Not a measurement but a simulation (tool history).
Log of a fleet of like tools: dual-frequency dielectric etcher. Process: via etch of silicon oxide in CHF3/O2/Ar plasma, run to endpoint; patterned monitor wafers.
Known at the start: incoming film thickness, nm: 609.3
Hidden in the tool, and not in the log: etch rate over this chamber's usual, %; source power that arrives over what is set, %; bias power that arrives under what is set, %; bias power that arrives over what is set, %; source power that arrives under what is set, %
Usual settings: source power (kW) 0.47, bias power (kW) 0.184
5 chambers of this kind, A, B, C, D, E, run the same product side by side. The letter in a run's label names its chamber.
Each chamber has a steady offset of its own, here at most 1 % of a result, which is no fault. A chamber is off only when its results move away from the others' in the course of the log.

run	hour	source power (kW)	bias power (kW)	hours since the last wet clean	hours since the last source power generator calibration	hours since the last bias power generator calibration	endpoint time (s)
1B	4.1	0.47	0.184	295.3	1466.3	1605.6	334.37
2C	7.9	0.47	0.184	514.9	2704.4	2296.6	337.31
3A	11.7	0.47	0.184	224.3	2229.1	1647.4	338
4E	16.3	0.47	0.184	218.1	110	1769	334.04
# hour 17.4: chamber C: wet clean of the chamber
5D	22.7	0.47	0.184	215.8	2871.4	275.6	332.27
6E	29.3	0.47	0.184	231.1	123	1782	337.35
7A	34.3	0.47	0.184	246.9	2251.7	1670	336.13
8C	39.3	0.47	0.184	22	2735.8	2328	336.9
9B	43.1	0.55	0.164	334.3	1505.3	1644.6	323.91
10D	50.3	0.55	0.164	243.4	2899	303.2	324.54
11E	56.6	0.55	0.164	258.4	150.3	1809.3	327.79
12C	60.4	0.55	0.164	43.1	2756.9	2349.1	330.57
13A	66.2	0.55	0.164	278.8	2283.6	1701.9	329.88
14D	71.6	0.47	0.184	264.7	2920.3	324.5	334.4
15B	79.1	0.47	0.184	370.3	1541.3	1680.6	333.36
16D	83.1	0.47	0.184	276.2	2931.8	336	331.44
17A	87	0.47	0.184	299.6	2304.4	1722.7	338
18E	93.3	0.47	0.158	295.1	187	1846	353.83
19B	99.5	0.47	0.158	390.7	1561.7	1701	351.8
20C	106.5	0.47	0.158	89.2	2803	2395.2	355.66
21E	113.8	0.47	0.158	315.6	207.5	1866.5	354.75
22C	120	0.47	0.158	102.7	2816.5	2408.7	353.42
23A	126.6	0.47	0.184	339.2	2344	1762.3	339.5
24B	133.2	0.47	0.184	424.4	1595.4	1734.7	333.66
25D	138.1	0.47	0.184	331.2	2986.8	391	330.78
26D	144.5	0.41	0.146	337.6	2993.2	397.4	379.32
27A	151.6	0.41	0.146	364.2	2369	1787.3	385.6
28C	158.5	0.41	0.146	141.2	2855	2447.2	382.25
29E	163.5	0.41	0.146	365.3	257.2	1916.2	379.83
30B	168.5	0.41	0.146	459.7	1630.7	1770	380.21
31A	172.7	0.47	0.184	385.3	2390.1	1808.4	336.78
32B	176.6	0.47	0.184	467.8	1638.8	1778.1	331.6
33E	180.9	0.47	0.184	382.7	274.6	1933.6	335.51
34D	185.6	0.47	0.184	378.7	3034.3	438.5	333.97
35C	192.4	0.47	0.184	175.1	2888.9	2481.1	336.74

All 5 chambers run these settings next. Forecast each chamber's results:
36A	197.9	0.47	0.169				?
36B	197.9	0.47	0.169				?
36C	197.9	0.47	0.169				?
36D	197.9	0.47	0.169				?
36E	197.9	0.47	0.169				?

run	endpoint time (s)
36A	347.01
36B	342.98
36C	349.15
36D	339.6
36E	346.08
